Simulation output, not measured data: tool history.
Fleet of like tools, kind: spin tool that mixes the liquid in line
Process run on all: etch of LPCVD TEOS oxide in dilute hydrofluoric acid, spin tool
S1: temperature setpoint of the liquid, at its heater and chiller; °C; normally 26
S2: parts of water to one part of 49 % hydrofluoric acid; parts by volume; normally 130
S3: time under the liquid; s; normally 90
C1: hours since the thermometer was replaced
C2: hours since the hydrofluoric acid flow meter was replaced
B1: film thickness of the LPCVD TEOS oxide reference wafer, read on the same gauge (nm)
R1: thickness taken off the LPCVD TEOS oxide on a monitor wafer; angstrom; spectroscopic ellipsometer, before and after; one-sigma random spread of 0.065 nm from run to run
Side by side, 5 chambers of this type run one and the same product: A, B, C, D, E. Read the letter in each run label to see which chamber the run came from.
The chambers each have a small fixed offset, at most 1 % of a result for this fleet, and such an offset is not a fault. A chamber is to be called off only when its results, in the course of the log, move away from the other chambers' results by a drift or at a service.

run	day	S1	S2	S3	C1	C2	B1	R1
1D	0.367	26	130	90	997.1	1725.8	60.024	152.43
2E	0.667	26	130	90	280.9	599.8	60.017	151.83
3B	1.058	26	130	90	763.8	1469.9	59.991	151.96
4C	1.325	26	130	90	1542	316.7	59.953	152.24
5A	1.617	26	130	90	816	501.2	59.99	152.15
6A	2.117	26	130	90	828	513.2	60.027	153.71
7D	2.425	26	130	90	1046.5	1775.2	59.977	152.55
8E	2.696	26	130	90	329.6	648.5	60.037	151.35
9B	3.279	26	130	90	817.1	1523.2	59.967	153.16
10C	3.683	26	130	90	1598.6	373.3	59.966	151.78
11A	4.054	30	130	45	874.5	559.7	60.015	88.249
12C	4.496	30	130	45	1618.1	392.8	60.003	87.529
13D	5.004	30	130	45	1108.4	1837.1	60.035	88.183
14B	5.279	30	130	45	865.1	1571.2	59.996	88.834
15E	5.821	30	130	45	404.6	723.5	60.026	88.58
16A	6.217	26	130	90	926.4	611.6	60.016	153
# day 6.279: chamber D: thermometer replaced
17C	6.688	26	130	90	1670.7	445.4	59.991	152.64
18B	7.112	26	130	90	909.1	1615.2	59.965	151.87
19E	7.621	26	130	90	447.8	766.7	60.006	150.6
20D	8.071	26	130	90	43	1910.7	59.945	152.37
21D	8.408	26	130	90	51.1	1918.8	60	152.53
22C	8.792	26	130	90	1721.2	495.9	60.019	153.07
23B	9.279	28	130	120	961.1	1667.2	59.994	218.91
24E	9.796	28	130	120	500	818.9	60.002	218.23
25A	10.1	28	130	120	1019.6	704.8	60.006	222.19
# day 10.338: chamber B: hydrofluoric acid flow meter replaced
26C	10.438	28	130	120	1760.7	535.4	60.023	217.79
27E	10.858	28	130	120	525.5	844.4	60.028	219.34
28B	11.421	26	190	50	1012.5	26	59.994	54.07
29A	11.729	26	190	50	1058.7	743.9	59.976	55.414
30D	12.308	26	190	50	144.7	2012.4	60.006	54.31
31D	12.862	26	190	50	158	2025.7	59.979	54.223
32B	13.196	26	190	50	1055.1	68.6	60.004	53.856
33E	13.508	26	130	90	589.1	908	60.012	151.2
34A	13.783	26	130	90	1108	793.2	59.991	157.2
35C	14.192	26	130	90	1850.8	625.5	59.982	151.12
36E	14.583	26	130	90	614.9	933.8	59.963	151.8
37C	15.138	26	130	90	1873.5	648.2	59.982	151.9
38D	15.7	26	130	90	226.1	2093.8	59.98	153.42
39B	16.225	28	75	90	1127.8	141.3	60.019	307.61
40A	16.742	28	75	90	1179	864.2	60.019	319.61
41D	17.158	28	75	90	261.1	2128.8	59.97	301.74
42A	17.667	28	75	90	1201.2	886.4	59.98	321.61
43E	18.258	28	75	90	703.1	1022	59.998	302.86

One chamber off, gauge drift, or nothing amiss beyond the chambers' own small offsets? If it is a chamber, which one, and what is the likeliest cause?

It is chamber A that slowly wanders off from its peers.
Most likely cause: liquid hotter than its thermometer reads (K) = 1.11.
The log might look much the same if the cause were instead: hydrofluoric acid flow above the setpoint (%).

Below are 4 candidate recipes for chamber A's next run, each the usual settings with a change, their results shown as question marks. Which of them brings A's results back in line with what the other chambers give on the usual settings?
To be in line, a result may differ from the other chambers' mean on the usual settings by at most: R1 2.3 angstrom
44A-1	18.688	26	125	90				?
44A-2	18.688	25.5	130	90				?
44A-3	18.688	26	135	90				?
44A-4	18.688	26.5	130	90				?

Average result of the remaining chambers running the usual settings: R1 152.28 angstrom
run	R1
44A-1	166.72
44A-2	156.35
44A-3	152.35
44A-4	162.28
It is 44A-3 that realigns the chamber with its peers.
